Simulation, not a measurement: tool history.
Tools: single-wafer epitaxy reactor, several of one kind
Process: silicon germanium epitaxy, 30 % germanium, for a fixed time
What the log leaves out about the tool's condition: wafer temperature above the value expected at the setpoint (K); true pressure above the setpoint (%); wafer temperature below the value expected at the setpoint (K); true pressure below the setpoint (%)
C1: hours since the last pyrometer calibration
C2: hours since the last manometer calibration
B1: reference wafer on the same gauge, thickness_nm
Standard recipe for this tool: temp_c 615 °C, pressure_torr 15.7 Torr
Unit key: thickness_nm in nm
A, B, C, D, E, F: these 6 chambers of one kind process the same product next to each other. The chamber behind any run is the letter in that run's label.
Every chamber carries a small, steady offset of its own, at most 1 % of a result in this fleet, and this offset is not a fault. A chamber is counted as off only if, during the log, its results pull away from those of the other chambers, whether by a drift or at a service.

run 1D hour=7.0 | temp_c=615 pressure_torr=15.7 | C1=1048.4 C2=1572.0 | B1=64.257 | thickness_nm=70.605
run 2B hour=12.6 | temp_c=615 pressure_torr=15.7 | C1=1173.3 C2=34.1 | B1=64.286 | thickness_nm=69.231
run 3A hour=23.8 | temp_c=615 pressure_torr=15.7 | C1=320.5 C2=272.8 | B1=64.279 | thickness_nm=70.544
run 4E hour=34.9 | temp_c=615 pressure_torr=15.7 | C1=234.8 C2=1091.9 | B1=64.330 | thickness_nm=70.969
run 5F hour=40.3 | temp_c=615 pressure_torr=15.7 | C1=2614.6 C2=468.4 | B1=64.271 | thickness_nm=70.534
-- hour=45.2 chamber F: pyrometer calibrated
run 6C hour=49.3 | temp_c=615 pressure_torr=15.7 | C1=2047.2 C2=697.6 | B1=64.300 | thickness_nm=70.708
run 7A hour=60.1 | temp_c=615 pressure_torr=15.7 | C1=356.8 C2=309.1 | B1=64.265 | thickness_nm=70.154
run 8B hour=70.0 | temp_c=615 pressure_torr=15.7 | C1=1230.7 C2=91.5 | B1=64.329 | thickness_nm=69.477
run 9E hour=78.7 | temp_c=615 pressure_torr=15.7 | C1=278.6 C2=1135.7 | B1=64.294 | thickness_nm=69.804
run 10D hour=84.7 | temp_c=615 pressure_torr=15.7 | C1=1126.1 C2=1649.7 | B1=64.327 | thickness_nm=71.143
run 11F hour=93.0 | temp_c=615 pressure_torr=15.7 | C1=47.8 C2=521.1 | B1=64.266 | thickness_nm=70.874
run 12C hour=104.4 | temp_c=615 pressure_torr=15.7 | C1=2102.3 C2=752.7 | B1=64.271 | thickness_nm=70.805
run 13E hour=114.3 | temp_c=615 pressure_torr=15.7 | C1=314.2 C2=1171.3 | B1=64.258 | thickness_nm=70.225
run 14B hour=122.5 | temp_c=615 pressure_torr=15.7 | C1=1283.2 C2=144.0 | B1=64.252 | thickness_nm=69.602
run 15F hour=133.6 | temp_c=605 pressure_torr=15.7 | C1=88.4 C2=561.7 | B1=64.289 | thickness_nm=58.688
run 16A hour=144.5 | temp_c=605 pressure_torr=15.7 | C1=441.2 C2=393.5 | B1=64.343 | thickness_nm=58.901
run 17C hour=154.9 | temp_c=605 pressure_torr=15.7 | C1=2152.8 C2=803.2 | B1=64.354 | thickness_nm=59.050
run 18D hour=160.6 | temp_c=605 pressure_torr=15.7 | C1=1202.0 C2=1725.6 | B1=64.317 | thickness_nm=59.095
run 19D hour=171.5 | temp_c=605 pressure_torr=15.7 | C1=1212.9 C2=1736.5 | B1=64.212 | thickness_nm=59.489
run 20C hour=178.1 | temp_c=605 pressure_torr=15.7 | C1=2176.0 C2=826.4 | B1=64.253 | thickness_nm=58.611
run 21B hour=186.1 | temp_c=615 pressure_torr=15.7 | C1=1346.8 C2=207.6 | B1=64.358 | thickness_nm=69.172
run 22F hour=198.3 | temp_c=615 pressure_torr=15.7 | C1=153.1 C2=626.4 | B1=64.336 | thickness_nm=70.509
run 23A hour=204.8 | temp_c=615 pressure_torr=19.4 | C1=501.5 C2=453.8 | B1=64.227 | thickness_nm=76.791
run 24E hour=210.4 | temp_c=615 pressure_torr=19.4 | C1=410.3 C2=1267.4 | B1=64.249 | thickness_nm=76.181
run 25E hour=221.5 | temp_c=615 pressure_torr=19.4 | C1=421.4 C2=1278.5 | B1=64.308 | thickness_nm=76.210
run 26A hour=233.0 | temp_c=615 pressure_torr=19.4 | C1=529.7 C2=482.0 | B1=64.311 | thickness_nm=76.622
run 27D hour=239.3 | temp_c=615 pressure_torr=19.4 | C1=1280.7 C2=1804.3 | B1=64.310 | thickness_nm=76.840
run 28C hour=249.7 | temp_c=615 pressure_torr=19.4 | C1=2247.6 C2=898.0 | B1=64.233 | thickness_nm=76.077
run 29F hour=261.1 | temp_c=615 pressure_torr=15.7 | C1=215.9 C2=689.2 | B1=64.292 | thickness_nm=70.651
run 30B hour=271.8 | temp_c=615 pressure_torr=15.7 | C1=1432.5 C2=293.3 | B1=64.331 | thickness_nm=69.538
run 31C hour=282.4 | temp_c=615 pressure_torr=15.7 | C1=2280.3 C2=930.7 | B1=64.301 | thickness_nm=70.893
run 32D hour=294.6 | temp_c=615 pressure_torr=15.7 | C1=1336.0 C2=1859.6 | B1=64.319 | thickness_nm=70.430
run 33B hour=306.6 | temp_c=615 pressure_torr=15.7 | C1=1467.3 C2=328.1 | B1=64.233 | thickness_nm=69.889
run 34E hour=318.1 | temp_c=615 pressure_torr=15.7 | C1=518.0 C2=1375.1 | B1=64.301 | thickness_nm=69.751
run 35A hour=328.9 | temp_c=615 pressure_torr=15.7 | C1=625.6 C2=577.9 | B1=64.244 | thickness_nm=70.540
run 36F hour=340.5 | temp_c=615 pressure_torr=15.7 | C1=295.3 C2=768.6 | B1=64.305 | thickness_nm=70.510
run 37E hour=348.9 | temp_c=615 pressure_torr=15.7 | C1=548.8 C2=1405.9 | B1=64.321 | thickness_nm=70.252
run 38D hour=361.1 | temp_c=615 pressure_torr=15.7 | C1=1402.5 C2=1926.1 | B1=64.361 | thickness_nm=70.544
run 39A hour=371.4 | temp_c=621 pressure_torr=18.4 | C1=668.1 C2=620.4 | B1=64.233 | thickness_nm=82.990
run 40F hour=380.5 | temp_c=621 pressure_torr=18.4 | C1=335.3 C2=808.6 | B1=64.280 | thickness_nm=83.380
run 41B hour=390.5 | temp_c=621 pressure_torr=18.4 | C1=1551.2 C2=412.0 | B1=64.330 | thickness_nm=81.963

Next, every chamber runs the same settings. What will each give?
run 42A hour=399.4 | temp_c=615 pressure_torr=18.7 | thickness_nm=?
run 42B hour=399.4 | temp_c=615 pressure_torr=18.7 | thickness_nm=?
run 42C hour=399.4 | temp_c=615 pressure_torr=18.7 | thickness_nm=?
run 42D hour=399.4 | temp_c=615 pressure_torr=18.7 | thickness_nm=?
run 42E hour=399.4 | temp_c=615 pressure_torr=18.7 | thickness_nm=?
run 42F hour=399.4 | temp_c=615 pressure_torr=18.7 | thickness_nm=?

run=42A thickness_nm=76.099
run=42B thickness_nm=74.632
run=42C thickness_nm=75.929
run=42D thickness_nm=75.988
run=42E thickness_nm=75.887
run=42F thickness_nm=76.195

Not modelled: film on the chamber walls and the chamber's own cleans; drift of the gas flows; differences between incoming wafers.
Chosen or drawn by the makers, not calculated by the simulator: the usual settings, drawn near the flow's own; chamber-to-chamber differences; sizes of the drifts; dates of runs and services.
